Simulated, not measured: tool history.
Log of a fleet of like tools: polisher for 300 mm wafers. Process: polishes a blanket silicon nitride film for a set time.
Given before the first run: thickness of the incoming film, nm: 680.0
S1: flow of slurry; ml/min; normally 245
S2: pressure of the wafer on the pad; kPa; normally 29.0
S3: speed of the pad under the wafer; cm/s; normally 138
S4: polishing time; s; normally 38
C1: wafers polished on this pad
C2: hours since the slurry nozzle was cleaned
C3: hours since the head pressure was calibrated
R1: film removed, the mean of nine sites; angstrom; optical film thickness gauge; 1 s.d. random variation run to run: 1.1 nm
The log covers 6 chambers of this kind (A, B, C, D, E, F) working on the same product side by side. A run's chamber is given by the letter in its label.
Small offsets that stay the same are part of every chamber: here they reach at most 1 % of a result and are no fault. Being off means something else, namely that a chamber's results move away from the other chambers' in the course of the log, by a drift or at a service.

run   hour   S1    S2   S3  S4    C1     C2     C3      R1
       4.1  -- chamber D: worn pad replaced by a new one
       4.3  -- chamber B: slurry nozzle cleaned
       5.1  -- chamber B: worn pad replaced by a new one
 1A    8.3  245  29.0  138  38   416  579.3   36.2  931.24
      16.1  -- chamber A: slurry nozzle cleaned
 2D   17.7  245  29.0  138  38   127  446.6  945.7  906.15
      22.6  -- chamber F: worn pad replaced by a new one
 3F   25.9  245  29.0  138  38    31  229.8  116.9  941.63
      29.3  -- chamber F: slurry nozzle cleaned
 4B   36.0  245  29.0  138  38   288   31.8  404.8  919.77
      41.6  -- chamber A: worn pad replaced by a new one
 5C   45.3  245  29.0  138  38   486   71.4  210.3  922.16
 6E   54.2  245  29.0  138  38  1244  160.7  442.2  910.02
 7D   61.3  245  29.0  138  38   534  490.2  989.3  915.39
      65.9  -- chamber C: worn pad replaced by a new one
 8F   66.8  245  29.0  138  38   412   37.6  157.8  925.98
      74.2  -- chamber D: head pressure recalibrated
 9A   77.0  245  29.0  138  38   331   61.0  104.9  913.89
      80.0  -- chamber D: worn pad replaced by a new one
      81.6  -- chamber B: worn pad replaced by a new one
10C   85.7  245  29.0  138  38   184  111.8  250.7  905.10
      88.5  -- chamber E: worn pad replaced by a new one
11E   95.4  245  29.0  138  38    65  201.9  483.4  910.71
12B  103.8  245  29.0  138  38   207   99.6  472.6  932.09
     106.2  -- chamber D: slurry nozzle cleaned
13D  110.8  245  29.0  138  38   288    4.7   36.6  920.86
14C  118.9  245  29.0  138  38   494  145.0  283.9  924.19
     124.3  -- chamber A: worn pad replaced by a new one
15B  128.1  245  29.0  138  38   434  123.9  496.9  926.13
     129.3  -- chamber F: worn pad replaced by a new one
     132.1  -- chamber B: head pressure recalibrated
16F  135.3  245  29.0  138  38    56  106.1  226.3  928.83
     140.8  -- chamber B: worn pad replaced by a new one
17E  142.4  245  29.0  138  38   503  248.9  530.4  892.72
     146.5  -- chamber C: worn pad replaced by a new one
18A  147.3  245  29.0  138  38   214  131.3  175.2  916.84
19D  155.2  245  24.1  138  42   702   49.1   81.0  845.29
     160.6  -- chamber D: worn pad replaced by a new one
20B  163.1  245  24.1  138  42   208  158.9   31.1  850.13
21C  167.9  245  24.1  138  42   199  194.0  332.9  841.30
22F  175.0  245  24.1  138  42   427  145.8  266.0  856.69
     179.4  -- chamber C: slurry nozzle cleaned
23A  180.9  245  24.1  138  42   528  164.9  208.8  829.99
24E  191.6  245  24.1  138  42   962  298.1  579.6  818.68
     196.7  -- chamber A: worn pad replaced by a new one
     200.8  -- chamber B: worn pad replaced by a new one
25D  202.2  245  29.0  138  38   388   96.1  128.0  910.66
26B  212.3  245  29.0  138  38   107  208.1   80.3  921.12
     215.6  -- chamber E: worn pad replaced by a new one
27E  217.5  245  21.4   94  38    18  324.0  605.5  483.67
28F  227.1  245  21.4   94  38   913  197.9  318.1  501.60
     228.5  -- chamber C: worn pad replaced by a new one
29A  236.6  245  21.4   94  38   372  220.6  264.5  492.76
     238.8  -- chamber E: slurry nozzle cleaned
     242.0  -- chamber D: worn pad replaced by a new one
30C  246.5  245  21.4   94  38   168   67.1  411.5  497.10
     251.1  -- chamber F: worn pad replaced by a new one
31D  255.0  245  21.4   94  38   121  148.9  180.8  503.01
32C  260.4  245  21.4   94  38   298   81.0  425.4  514.06
     267.7  -- chamber F: slurry nozzle cleaned
33B  267.9  245  29.0  138  38   626  263.7  135.9  930.11
     273.8  -- chamber B: worn pad replaced by a new one
34E  278.4  245  29.0  138  38   586   39.7  666.4  866.44
     282.4  -- chamber A: worn pad replaced by a new one
35F  286.2  245  29.0  138  38   327   18.6  377.2  928.64
36A  293.6  245  29.0  138  38   104  277.6  321.5  919.32
37F  300.5  245  29.0  138  38   460   32.9  391.5  916.19
     301.5  -- chamber C: worn pad replaced by a new one
38B  309.1  175  29.0  138  28   329  304.9  177.1  647.00
     309.6  -- chamber D: worn pad replaced by a new one
39C  314.5  175  29.0  138  28   121  135.1  479.5  649.85
     315.6  -- chamber A: head pressure recalibrated
40E  323.1  175  29.0  138  28  1003   84.4  711.1  596.28
41D  328.1  175  29.0  138  28   173  222.0  253.9  642.03
42A  335.0  175  29.0  138  28   491  319.0   19.4  641.49
43F  340.3  175  29.0  138  28   832   72.7  431.3  656.28

All chambers now run identical settings, listed one chamber a line with results as question marks. What results will each chamber show?
44A  348.0  245  29.0  138  38               ?
44B  348.0  245  29.0  138  38               ?
44C  348.0  245  29.0  138  38               ?
44D  348.0  245  29.0  138  38               ?
44E  348.0  245  29.0  138  38               ?
44F  348.0  245  29.0  138  38               ?

run      R1
44A  929.39
44B  905.87
44C  925.50
44D  922.16
44E  868.01
44F  916.95

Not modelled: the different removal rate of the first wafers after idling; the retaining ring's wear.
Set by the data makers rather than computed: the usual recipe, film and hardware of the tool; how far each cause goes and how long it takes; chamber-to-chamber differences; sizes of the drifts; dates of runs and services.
